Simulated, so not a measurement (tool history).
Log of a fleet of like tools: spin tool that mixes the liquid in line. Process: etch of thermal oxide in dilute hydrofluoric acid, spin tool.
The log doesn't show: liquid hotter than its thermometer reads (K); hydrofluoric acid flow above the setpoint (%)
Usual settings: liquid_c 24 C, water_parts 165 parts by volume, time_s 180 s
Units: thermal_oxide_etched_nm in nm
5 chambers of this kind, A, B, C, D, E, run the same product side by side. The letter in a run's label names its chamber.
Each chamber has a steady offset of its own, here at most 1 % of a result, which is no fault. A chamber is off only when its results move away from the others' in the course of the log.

run   hour  liquid_c  water_parts  time_s  hours since the thermometer was replaced  hours since the hydrofluoric acid flow meter was replaced  read-back film thickness of the thermal oxide reference wafer, read on the same gauge (nm)  thermal_oxide_etched_nm
 1B   10.8        24          165     180                                     595.3                                                      619.7                                                                                      39.963                   4.5878
 2A   21.7        24          165     180                                    1743.3                                                     1180.6                                                                                      39.995                   4.6253
 3D   31.6        24          165     180                                     396.6                                                      756.4                                                                                      40.020                   4.6077
      39.4  -- chamber D: hydrofluoric acid flow meter replaced
 4C   42.6        24          165     180                                     645.7                                                      189.9                                                                                      39.951                   4.5559
 5E   49.0        24          165     180                                     292.3                                                      483.3                                                                                      39.946                   4.6627
 6D   61.1        24          165     180                                     426.1                                                       21.7                                                                                      39.967                   4.6222
 7B   70.9        24          165     180                                     655.4                                                      679.8                                                                                      40.000                   4.6760
 8C   77.7        24          165     180                                     680.8                                                      225.0                                                                                      40.031                   4.5516
 9E   83.4        24          165     180                                     326.7                                                      517.7                                                                                      40.027                   4.6099
10A   95.6        24          165     180                                    1817.2                                                     1254.5                                                                                      39.972                   4.6521
11A  105.9        24          240     180                                    1827.5                                                     1264.8                                                                                      40.005                   2.9626
12C  115.9        24          240     180                                     719.0                                                      263.2                                                                                      40.027                   2.9187
13B  125.8        24          240     180                                     710.3                                                      734.7                                                                                      39.971                   2.9365
     127.1  -- chamber A: hydrofluoric acid flow meter replaced
14E  136.4        24          240     180                                     379.7                                                      570.7                                                                                      40.010                   3.0427
15D  147.7        24          240     180                                     512.7                                                      108.3                                                                                      39.982                   2.9270
16E  158.9        24          165     250                                     402.2                                                      593.2                                                                                      39.977                   6.5055
17C  164.5        24          165     250                                     767.6                                                      311.8                                                                                      40.006                   6.3157
18B  172.8        24          165     250                                     757.3                                                      781.7                                                                                      40.028                   6.5116
19D  184.6        24          165     250                                     549.6                                                      145.2                                                                                      39.974                   6.3543
20A  195.1        24          165     250                                    1916.7                                                       68.1                                                                                      40.020                   6.5369
21A  201.0        24          165     180                                    1922.6                                                       74.0                                                                                      39.961                   4.7298
22B  208.3        24          165     180                                     792.8                                                      817.2                                                                                      39.988                   4.8070
23D  217.3        24          165     180                                     582.3                                                      177.9                                                                                      39.963                   4.5850
24E  223.1        24          165     145                                     466.4                                                      657.4                                                                                      39.994                   3.8401
25C  228.7        24          165     145                                     831.8                                                      376.0                                                                                      40.015                   3.7365
26C  235.3        24          165     145                                     838.4                                                      382.6                                                                                      39.968                   3.7238
27D  246.5        24          165     145                                     611.5                                                      207.1                                                                                      39.970                   3.7516
28B  254.5        24          165     145                                     839.0                                                      863.4                                                                                      40.023                   3.9153
29A  264.3        24          165     180                                    1985.9                                                      137.3                                                                                      40.022                   4.6877
30E  271.4        24          230     180                                     514.7                                                      705.7                                                                                      40.001                   3.1072
31B  283.3        24          230     180                                     867.8                                                      892.2                                                                                      40.067                   3.2419
32E  290.9        24          230     180                                     534.2                                                      725.2                                                                                      40.014                   3.1502
33C  302.8        24          230     180                                     905.9                                                      450.1                                                                                      39.982                   3.0951
34A  309.2        24          230     180                                    2030.8                                                      182.2                                                                                      40.004                   3.0984
35D  316.7        24          165     215                                     681.7                                                      277.3                                                                                      39.995                   5.6262
36B  322.1        24          165     215                                     906.6                                                      931.0                                                                                      40.005                   5.8277
37D  327.6        24          165     215                                     692.6                                                      288.2                                                                                      39.973                   5.4886
38A  339.0        24          165     215                                    2060.6                                                      212.0                                                                                      40.014                   5.5245

What goes on in this fleet: one chamber off, a drifting gauge, or nothing beyond the chambers' own small offsets? Name the chamber and the cause, if any.

Chamber B drifts away from the others.
Cause: liquid hotter than its thermometer reads (K) = 1.93.
The log may not tell that from: hydrofluoric acid flow above the setpoint (%).

Here are 4 candidates for chamber B's next run, each the usual settings with a change, their results left as question marks. Which one brings its results back in line with what the others give on the usual settings?
In line means no further than this from the other chambers' mean on the usual settings: thermal_oxide_etched_nm 0.1400 nm
39B-1  347.8      24.0          160     185                                                                                                                                                                                                                         ?
39B-2  347.8      23.5          185     180                                                                                                                                                                                                                         ?
39B-3  347.8      24.0          155     195                                                                                                                                                                                                                         ?
39B-4  347.8      24.0          175     180                                                                                                                                                                                                                         ?

The other chambers' mean on the usual settings: thermal_oxide_etched_nm 4.6364 nm
  run  thermal_oxide_etched_nm
39B-1                   5.3163
39B-2                   4.2675
39B-3                   5.8185
39B-4                   4.6476
39B-4 brings the chamber back in line.

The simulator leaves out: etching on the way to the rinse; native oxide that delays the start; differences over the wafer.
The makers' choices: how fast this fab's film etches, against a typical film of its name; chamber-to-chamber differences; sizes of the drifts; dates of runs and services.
